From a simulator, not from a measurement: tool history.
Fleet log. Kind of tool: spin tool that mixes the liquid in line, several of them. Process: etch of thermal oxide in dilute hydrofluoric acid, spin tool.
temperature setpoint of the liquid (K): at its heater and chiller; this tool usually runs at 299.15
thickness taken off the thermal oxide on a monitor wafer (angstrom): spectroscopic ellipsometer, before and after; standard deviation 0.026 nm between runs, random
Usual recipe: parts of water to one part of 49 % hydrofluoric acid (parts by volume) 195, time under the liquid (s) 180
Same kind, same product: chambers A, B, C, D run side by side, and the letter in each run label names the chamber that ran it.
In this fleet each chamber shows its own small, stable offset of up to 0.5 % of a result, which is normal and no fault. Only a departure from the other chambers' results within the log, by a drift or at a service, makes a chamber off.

run   hour  temperature setpoint of the liquid (K)  parts of water to one part of 49 % hydrofluoric acid (parts by volume)  time under the liquid (s)  read-back film thickness of the thermal oxide reference wafer, read on the same gauge (nm)  thickness taken off the thermal oxide on a monitor wafer (angstrom)
 1A    7.5                                  299.15                                                                     195                        180                                                                                      89.988                                                               44.077
 2C   16.1                                  299.15                                                                     195                        180                                                                                      89.973                                                               45.089
 3B   27.2                                  299.15                                                                     195                        180                                                                                      89.997                                                               44.929
 4D   33.1                                  299.15                                                                     195                        180                                                                                      89.971                                                               44.528
 5D   42.0                                  299.15                                                                     195                        180                                                                                      89.999                                                               45.202
 6B   48.0                                  299.15                                                                     195                        180                                                                                      90.011                                                               45.213
 7A   57.2                                  302.65                                                                     145                        180                                                                                      89.978                                                               72.651
 8C   65.4                                  302.65                                                                     145                        180                                                                                      89.968                                                               72.199
 9B   73.6                                  302.65                                                                     145                        180                                                                                      90.016                                                               73.162
10D   85.7                                  302.65                                                                     145                        180                                                                                      90.003                                                               73.027
11A   97.9                                  299.15                                                                     115                        180                                                                                      90.010                                                               85.277
12C  106.3                                  299.15                                                                     115                        180                                                                                      90.002                                                               83.755
13D  115.2                                  299.15                                                                     115                        180                                                                                      90.043                                                               84.213
14B  127.0                                  299.15                                                                     115                        180                                                                                      90.009                                                               83.295
15A  133.8                                  299.15                                                                     130                        180                                                                                      89.973                                                               73.626
16C  143.4                                  299.15                                                                     130                        180                                                                                      90.016                                                               71.328
17D  152.2                                  299.15                                                                     130                        180                                                                                      90.008                                                               74.003
18C  160.9                                  299.15                                                                     130                        180                                                                                      90.051                                                               72.645
19A  171.5                                  299.15                                                                     195                        180                                                                                      89.981                                                               44.487
20B  180.7                                  295.15                                                                     195                         75                                                                                      90.019                                                               16.122
21C  188.4                                  295.15                                                                     195                         75                                                                                      89.966                                                               16.201
22D  193.9                                  295.15                                                                     195                         75                                                                                      90.009                                                               16.515
23A  205.0                                  295.15                                                                     195                         75                                                                                      89.962                                                               16.062
24B  216.1                                  299.15                                                                     160                        240                                                                                      90.001                                                               76.291
25B  223.9                                  299.15                                                                     160                        240                                                                                      90.007                                                               75.553
26A  235.5                                  299.15                                                                     160                        240                                                                                      89.960                                                               75.824
27C  241.7                                  299.15                                                                     160                        240                                                                                      89.987                                                               75.488
28D  253.3                                  299.15                                                                     195                        180                                                                                      90.020                                                               46.345
29A  262.8                                  299.15                                                                     195                        180                                                                                      90.040                                                               45.027
30C  272.6                                  299.15                                                                     195                        180                                                                                      90.008                                                               44.972
31B  283.4                                  299.15                                                                     195                        180                                                                                      90.039                                                               45.185
     287.1  -- chamber C: hydrofluoric acid flow meter replaced
32D  294.1                                  299.15                                                                     195                        180                                                                                      90.006                                                               46.486
33C  300.2                                  299.15                                                                     195                        180                                                                                      90.007                                                               45.694
34B  311.8                                  299.15                                                                     195                        180                                                                                      89.993                                                               44.748
35D  319.9                                  299.15                                                                     195                        180                                                                                      89.980                                                               47.121
36A  331.4                                  299.15                                                                     110                        230                                                                                      89.973                                                              113.110
37D  337.2                                  299.15                                                                     110                        230                                                                                      90.038                                                              117.120

The same settings go to every chamber for the next run, one line per chamber below. Forecast the results for each:
38A  346.1                                  295.15                                                                     195                        180                                                                                                                                                                ?
38B  346.1                                  295.15                                                                     195                        180                                                                                                                                                                ?
38C  346.1                                  295.15                                                                     195                        180                                                                                                                                                                ?
38D  346.1                                  295.15                                                                     195                        180                                                                                                                                                                ?

run  thickness taken off the thermal oxide on a monitor wafer (angstrom)
38A                                                               38.481
38B                                                               38.716
38C                                                               38.722
38D                                                               41.137

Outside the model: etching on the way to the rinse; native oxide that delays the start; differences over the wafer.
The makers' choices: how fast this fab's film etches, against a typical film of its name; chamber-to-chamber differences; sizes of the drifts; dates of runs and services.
